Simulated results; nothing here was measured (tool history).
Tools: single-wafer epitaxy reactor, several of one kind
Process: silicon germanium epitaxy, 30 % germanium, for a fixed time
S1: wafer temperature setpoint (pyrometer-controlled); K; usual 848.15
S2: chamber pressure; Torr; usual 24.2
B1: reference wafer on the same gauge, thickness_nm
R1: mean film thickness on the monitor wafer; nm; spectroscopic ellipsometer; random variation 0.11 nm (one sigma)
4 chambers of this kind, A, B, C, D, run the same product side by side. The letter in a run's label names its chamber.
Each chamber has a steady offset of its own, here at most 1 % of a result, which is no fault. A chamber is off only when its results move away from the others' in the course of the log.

run,day,S1,S2,B1,R1
1D,0.321,848.15,24.2,46.878,39.287
2B,0.838,848.15,24.2,46.905,39.847
3A,1.333,848.15,24.2,46.869,39.831
4C,1.633,848.15,24.2,46.885,40.189
5C,2.042,848.15,24.2,46.929,39.992
6D,2.508,836.15,21.5,46.887,29.586
7A,2.783,836.15,21.5,46.859,30.082
8B,3.271,836.15,21.5,46.901,30.234
9A,3.533,836.15,21.5,46.89,30.251
10D,4.088,848.15,24.2,46.906,39.25
11C,4.504,848.15,24.2,46.856,40.2
12B,4.921,848.15,24.2,46.899,39.922
13C,5.188,848.15,24.2,46.877,40.217
14D,5.475,848.15,24.2,46.903,39.414
15A,5.754,848.15,24.2,46.934,40.16
16B,6.171,848.15,24.2,46.882,39.83
17D,6.754,848.15,24.2,46.9,39.439
18B,7.062,848.15,24.2,46.878,39.841
19A,7.575,848.15,24.2,46.931,40.231
20C,8.054,848.15,24.2,46.905,39.965
21B,8.346,853.15,21.1,46.923,41.39
22C,8.688,853.15,21.1,46.935,41.896
23A,9.217,853.15,21.1,46.881,42.232
24D,9.742,853.15,21.1,46.887,41.065
25C,10.004,848.15,24.2,46.907,39.952
26A,10.392,848.15,24.2,46.872,40.575
27B,10.758,848.15,24.2,46.88,39.814
28D,11.075,861.15,28.2,46.894,53.894

All 4 chambers run these settings next. Forecast each chamber's results:
29A,11.496,848.15,24.2,,?
29B,11.496,848.15,24.2,,?
29C,11.496,848.15,24.2,,?
29D,11.496,848.15,24.2,,?

run,R1
29A,40.674
29B,39.755
29C,39.997
29D,39.444
